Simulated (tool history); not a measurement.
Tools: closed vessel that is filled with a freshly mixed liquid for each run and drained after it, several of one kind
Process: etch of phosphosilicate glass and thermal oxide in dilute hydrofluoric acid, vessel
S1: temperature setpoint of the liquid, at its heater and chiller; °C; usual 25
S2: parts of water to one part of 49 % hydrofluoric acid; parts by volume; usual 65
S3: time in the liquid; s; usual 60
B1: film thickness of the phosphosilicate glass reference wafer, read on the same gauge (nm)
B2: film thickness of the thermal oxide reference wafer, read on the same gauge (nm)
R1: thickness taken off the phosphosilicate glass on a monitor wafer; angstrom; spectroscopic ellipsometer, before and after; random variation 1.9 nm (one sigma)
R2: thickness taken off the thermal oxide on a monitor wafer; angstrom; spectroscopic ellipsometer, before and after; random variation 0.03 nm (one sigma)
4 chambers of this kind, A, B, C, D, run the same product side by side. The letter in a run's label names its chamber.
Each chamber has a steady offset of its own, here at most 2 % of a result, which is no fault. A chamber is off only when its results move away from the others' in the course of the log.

Run 1C, hour 11.3: usual settings; B1 110; B2 119.95. Result: R1 2011.5 angstrom, R2 45.851 angstrom.
Run 2D, hour 26.1: usual settings; B1 110; B2 119.99. Result: R1 1990.8 angstrom, R2 46.209 angstrom.
Run 3A, hour 40.9: usual settings; B1 109.99; B2 120.03. Result: R1 1971.8 angstrom, R2 46.206 angstrom.
At hour 41.5: chamber A: thermometer replaced.
Run 4B, hour 49.2: usual settings; B1 109.96; B2 120.01. Result: R1 2012.3 angstrom, R2 46.558 angstrom.
Run 5A, hour 62.7: usual settings; B1 110; B2 119.99. Result: R1 2004.2 angstrom, R2 46.177 angstrom.
Run 6C, hour 76.4: usual settings but S3 80 s; B1 110; B2 120. Result: R1 2674.8 angstrom, R2 60.815 angstrom.
Run 7B, hour 91.5: usual settings but S3 80 s; B1 109.99; B2 120.01. Result: R1 2702.4 angstrom, R2 62.636 angstrom.
Run 8D, hour 105.8: usual settings but S3 80 s; B1 109.97; B2 120.04. Result: R1 2681.9 angstrom, R2 61.991 angstrom.
Run 9C, hour 119: usual settings but S3 80 s; B1 110.03; B2 120.02. Result: R1 2679 angstrom, R2 60.307 angstrom.
Run 10A, hour 126.7: usual settings; B1 110.01; B2 120. Result: R1 2024.8 angstrom, R2 46.377 angstrom.
Run 11B, hour 137.6: usual settings but S1 23.5 °C, S3 85 s; B1 110; B2 119.98. Result: R1 2684.7 angstrom, R2 62.515 angstrom.
Run 12D, hour 146.1: usual settings but S1 23.5 °C, S3 85 s; B1 110.03; B2 120. Result: R1 2635.9 angstrom, R2 61.446 angstrom.
At hour 155.5: chamber C: hydrofluoric acid flow meter replaced.
Run 13A, hour 156.8: usual settings but S1 23.5 °C, S3 85 s; B1 109.99; B2 119.98. Result: R1 2685.5 angstrom, R2 61.287 angstrom.
Run 14D, hour 171.5: usual settings but S1 23.5 °C, S3 85 s; B1 109.99; B2 120. Result: R1 2706.9 angstrom, R2 60.804 angstrom.
Run 15B, hour 180.7: usual settings; B1 110.01; B2 120.01. Result: R1 2032.6 angstrom, R2 47.104 angstrom.
Run 16C, hour 191.8: usual settings; B1 109.97; B2 119.98. Result: R1 1987.5 angstrom, R2 45.565 angstrom.
Run 17B, hour 206.3: usual settings; B1 109.96; B2 119.97. Result: R1 2030.4 angstrom, R2 46.82 angstrom.
Run 18D, hour 214: usual settings; B1 110.01; B2 120. Result: R1 2002.8 angstrom, R2 46.243 angstrom.
At hour 216.2: chamber B: thermometer replaced.
Run 19C, hour 228.7: usual settings; B1 110; B2 119.97. Result: R1 2007.1 angstrom, R2 45.742 angstrom.
Run 20A, hour 243.9: usual settings but S2 35 parts by volume, S3 35 s; B1 109.99; B2 120.01. Result: R1 2294.7 angstrom, R2 52.727 angstrom.
Run 21D, hour 258: usual settings but S2 35 parts by volume, S3 35 s; B1 109.99; B2 120.01. Result: R1 2280.6 angstrom, R2 52.475 angstrom.
Run 22B, hour 264.7: usual settings but S2 35 parts by volume, S3 35 s; B1 110; B2 120.02. Result: R1 2264.6 angstrom, R2 52.554 angstrom.
Run 23C, hour 273: usual settings but S2 35 parts by volume, S3 35 s; B1 109.99; B2 119.99. Result: R1 2212.9 angstrom, R2 50.634 angstrom.
Run 24A, hour 286.7: usual settings; B1 109.98; B2 120.01. Result: R1 1999.4 angstrom, R2 46.254 angstrom.

Is one chamber off against the others, does the gauge drift, or is nothing wrong? If a chamber is off, say which, and what the likeliest cause is.

No chamber stands off beyond its own small offset, and the gauge holds steady.
